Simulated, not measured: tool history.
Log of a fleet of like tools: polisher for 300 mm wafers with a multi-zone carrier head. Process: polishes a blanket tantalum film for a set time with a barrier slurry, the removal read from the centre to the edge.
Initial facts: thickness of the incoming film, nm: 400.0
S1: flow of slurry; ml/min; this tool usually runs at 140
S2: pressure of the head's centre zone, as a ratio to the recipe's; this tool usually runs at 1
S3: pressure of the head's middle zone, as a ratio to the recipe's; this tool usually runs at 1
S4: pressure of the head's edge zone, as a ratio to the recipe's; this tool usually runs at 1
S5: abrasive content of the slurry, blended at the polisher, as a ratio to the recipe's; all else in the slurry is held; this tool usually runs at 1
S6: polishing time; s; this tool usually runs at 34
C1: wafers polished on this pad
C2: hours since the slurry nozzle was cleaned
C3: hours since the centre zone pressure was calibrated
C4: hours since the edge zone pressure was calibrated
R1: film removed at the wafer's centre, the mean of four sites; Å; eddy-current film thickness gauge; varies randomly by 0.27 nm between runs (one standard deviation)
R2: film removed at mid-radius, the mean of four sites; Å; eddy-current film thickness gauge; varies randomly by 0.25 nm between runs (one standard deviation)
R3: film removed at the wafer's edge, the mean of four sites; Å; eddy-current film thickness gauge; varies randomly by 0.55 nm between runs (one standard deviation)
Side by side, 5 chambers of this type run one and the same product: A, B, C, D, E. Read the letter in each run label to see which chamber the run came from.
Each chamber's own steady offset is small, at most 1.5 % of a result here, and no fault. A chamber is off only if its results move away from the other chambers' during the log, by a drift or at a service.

| run | hour | S1 | S2 | S3 | S4 | S5 | S6 | C1 | C2 | C3 | C4 | R1 | R2 | R3 |
|---|---|---|---|---|---|---|---|---|---|---|---|---|---|---|
| 1C | 4.7 | 140 | 1 | 1 | 1 | 1 | 34 | 443 | 296.5 | 331.8 | 581.5 | 402.79 | 401.93 | 414.73 |
| 2A | 10.4 | 140 | 1 | 1 | 1 | 1 | 34 | 392 | 191.6 | 306.4 | 391.1 | 404.44 | 408.59 | 392.95 |
|  | 10.9 | chamber E: worn pad replaced by a new one |
| 3B | 16.6 | 140 | 1 | 1 | 1 | 1 | 34 | 261 | 367.3 | 394.2 | 257 | 404.26 | 399.91 | 405.99 |
| 4E | 19.6 | 140 | 1 | 1 | 1 | 1 | 34 | 81 | 21.8 | 854.4 | 134.1 | 399.78 | 402.9 | 398.08 |
| 5D | 26.2 | 140 | 1 | 1 | 1 | 1 | 34 | 295 | 451.6 | 259 | 715.3 | 403.42 | 405.63 | 406.84 |
| 6C | 29.8 | 140 | 1 | 1 | 1 | 1 | 34 | 678 | 321.6 | 356.9 | 606.6 | 400.12 | 402.13 | 412.5 |
| 7D | 35.7 | 140 | 1 | 1 | 1 | 1 | 34 | 384 | 461.1 | 268.5 | 724.8 | 406.86 | 401.58 | 390.87 |
| 8E | 39.2 | 140 | 1 | 1 | 1 | 1 | 34 | 265 | 41.4 | 874 | 153.7 | 400.1 | 398.19 | 402.23 |
| 9A | 45.7 | 140 | 1 | 1 | 1 | 1 | 34 | 722 | 226.9 | 341.7 | 426.4 | 402.86 | 401.89 | 405.08 |
| 10B | 48.7 | 140 | 1 | 1 | 1 | 1 | 34 | 561 | 399.4 | 426.3 | 289.1 | 408.25 | 400.28 | 409.69 |
| 11C | 51.9 | 140 | 1 | 1 | 1 | 1 | 34 | 884 | 343.7 | 379 | 628.7 | 395.56 | 403.73 | 393.7 |
| 12A | 55.9 | 140 | 1 | 1 | 1 | 1 | 34 | 818 | 237.1 | 351.9 | 436.6 | 399.74 | 409.94 | 394.15 |
| 13D | 59 | 140 | 1 | 1 | 1 | 1 | 34 | 602 | 484.4 | 291.8 | 748.1 | 398.88 | 402.65 | 405.02 |
| 14B | 63.6 | 140 | 1 | 1 | 1 | 1 | 34 | 700 | 414.3 | 441.2 | 304 | 407.61 | 403.75 | 403.53 |
| 15E | 70 | 140 | 1 | 1 | 1.07 | 1 | 34 | 553 | 72.2 | 904.8 | 184.5 | 399.16 | 399.71 | 406.27 |
| 16A | 73.7 | 140 | 1 | 1 | 1.07 | 1 | 34 | 984 | 254.9 | 369.7 | 454.4 | 406.39 | 407.46 | 426.67 |
|  | 76.6 | chamber B: slurry nozzle cleaned |
| 17C | 80.3 | 140 | 1 | 1 | 1.07 | 1 | 34 | 1150 | 372.1 | 407.4 | 657.1 | 408.32 | 401.75 | 412.3 |
|  | 83.9 | chamber B: worn pad replaced by a new one |
| 18D | 84.3 | 140 | 1 | 1 | 1.07 | 1 | 34 | 838 | 509.7 | 317.1 | 773.4 | 400.09 | 392.49 | 417.63 |
|  | 84.7 | chamber E: worn pad replaced by a new one |
| 19E | 88.3 | 140 | 1 | 1 | 1.07 | 1 | 34 | 34 | 90.5 | 923.1 | 202.8 | 405 | 401.74 | 411.31 |
| 20B | 94.7 | 140 | 1 | 1 | 1 | 1 | 34 | 101 | 18.2 | 472.3 | 335.1 | 407.68 | 398.55 | 400.31 |
| 21C | 100.7 | 140 | 1 | 1 | 1 | 1 | 34 | 1341 | 392.5 | 427.8 | 677.5 | 403.56 | 401.36 | 408.49 |
| 22B | 106.5 | 140 | 1 | 1 | 1 | 1 | 34 | 211 | 30 | 484.1 | 346.9 | 407.31 | 400.03 | 398.32 |
| 23A | 109.9 | 140 | 1 | 1 | 1 | 1 | 34 | 1323 | 291.1 | 405.9 | 490.6 | 403.57 | 407.05 | 402.8 |
| 24D | 113.3 | 140 | 1 | 1 | 1 | 1 | 34 | 1110 | 538.7 | 346.1 | 802.4 | 400.7 | 398.35 | 404.23 |
|  | 113.4 | chamber C: worn pad replaced by a new one |
| 25E | 118.5 | 140 | 1 | 1 | 1 | 1 | 34 | 316 | 120.7 | 953.3 | 233 | 401.94 | 403.21 | 407.3 |
| 26B | 122.2 | 140 | 1 | 1 | 1 | 1 | 34 | 358 | 45.7 | 499.8 | 362.6 | 409.21 | 404.09 | 404.37 |
| 27C | 128.4 | 140 | 1 | 1 | 1 | 1 | 34 | 140 | 420.2 | 455.5 | 705.2 | 406.77 | 396.62 | 395.83 |
|  | 129.5 | chamber A: worn pad replaced by a new one |
| 28E | 133.3 | 140 | 1 | 1.11 | 1 | 1 | 34 | 455 | 135.5 | 968.1 | 247.8 | 398.34 | 444.52 | 401.56 |
|  | 138.5 | chamber D: worn pad replaced by a new one |
| 29A | 138.6 | 140 | 1 | 1.11 | 1 | 1 | 34 | 85 | 319.8 | 434.6 | 519.3 | 402.98 | 449.77 | 404.16 |
| 30D | 144.9 | 140 | 1 | 1.11 | 1 | 1 | 34 | 60 | 570.3 | 377.7 | 834 | 403.86 | 442.13 | 398.93 |
| 31E | 149.5 | 140 | 1 | 1.11 | 1 | 1 | 34 | 606 | 151.7 | 984.3 | 264 | 396.57 | 443.28 | 401.44 |
| 32A | 153.2 | 140 | 1 | 1.11 | 1 | 1 | 34 | 221 | 334.4 | 449.2 | 533.9 | 407.17 | 447.98 | 399.76 |
| 33B | 157.7 | 115 | 1 | 0.91 | 1 | 1 | 34 | 690 | 81.2 | 535.3 | 398.1 | 385.99 | 352.82 | 393.03 |
| 34C | 161 | 115 | 1 | 0.91 | 1 | 1 | 34 | 445 | 452.8 | 488.1 | 737.8 | 386.54 | 353.73 | 388.02 |
| 35D | 164.7 | 115 | 1 | 0.91 | 1 | 1 | 34 | 245 | 590.1 | 397.5 | 853.8 | 379.82 | 350.84 | 400.12 |

Predict what each chamber gives when all 5 of them run the settings below next.
| 36A | 169.6 | 140 | 1 | 1.07 | 1 | 1 | 34 |  |  |  |  | ? | ? | ? |
| 36B | 169.6 | 140 | 1 | 1.07 | 1 | 1 | 34 |  |  |  |  | ? | ? | ? |
| 36C | 169.6 | 140 | 1 | 1.07 | 1 | 1 | 34 |  |  |  |  | ? | ? | ? |
| 36D | 169.6 | 140 | 1 | 1.07 | 1 | 1 | 34 |  |  |  |  | ? | ? | ? |
| 36E | 169.6 | 140 | 1 | 1.07 | 1 | 1 | 34 |  |  |  |  | ? | ? | ? |

| run | R1 | R2 | R3 |
|---|---|---|---|
| 36A | 403.57 | 431.98 | 407 |
| 36B | 408.3 | 427.03 | 405.28 |
| 36C | 404.26 | 423.11 | 408.13 |
| 36D | 399.72 | 426.07 | 405.6 |
| 36E | 402.94 | 426.85 | 399.84 |
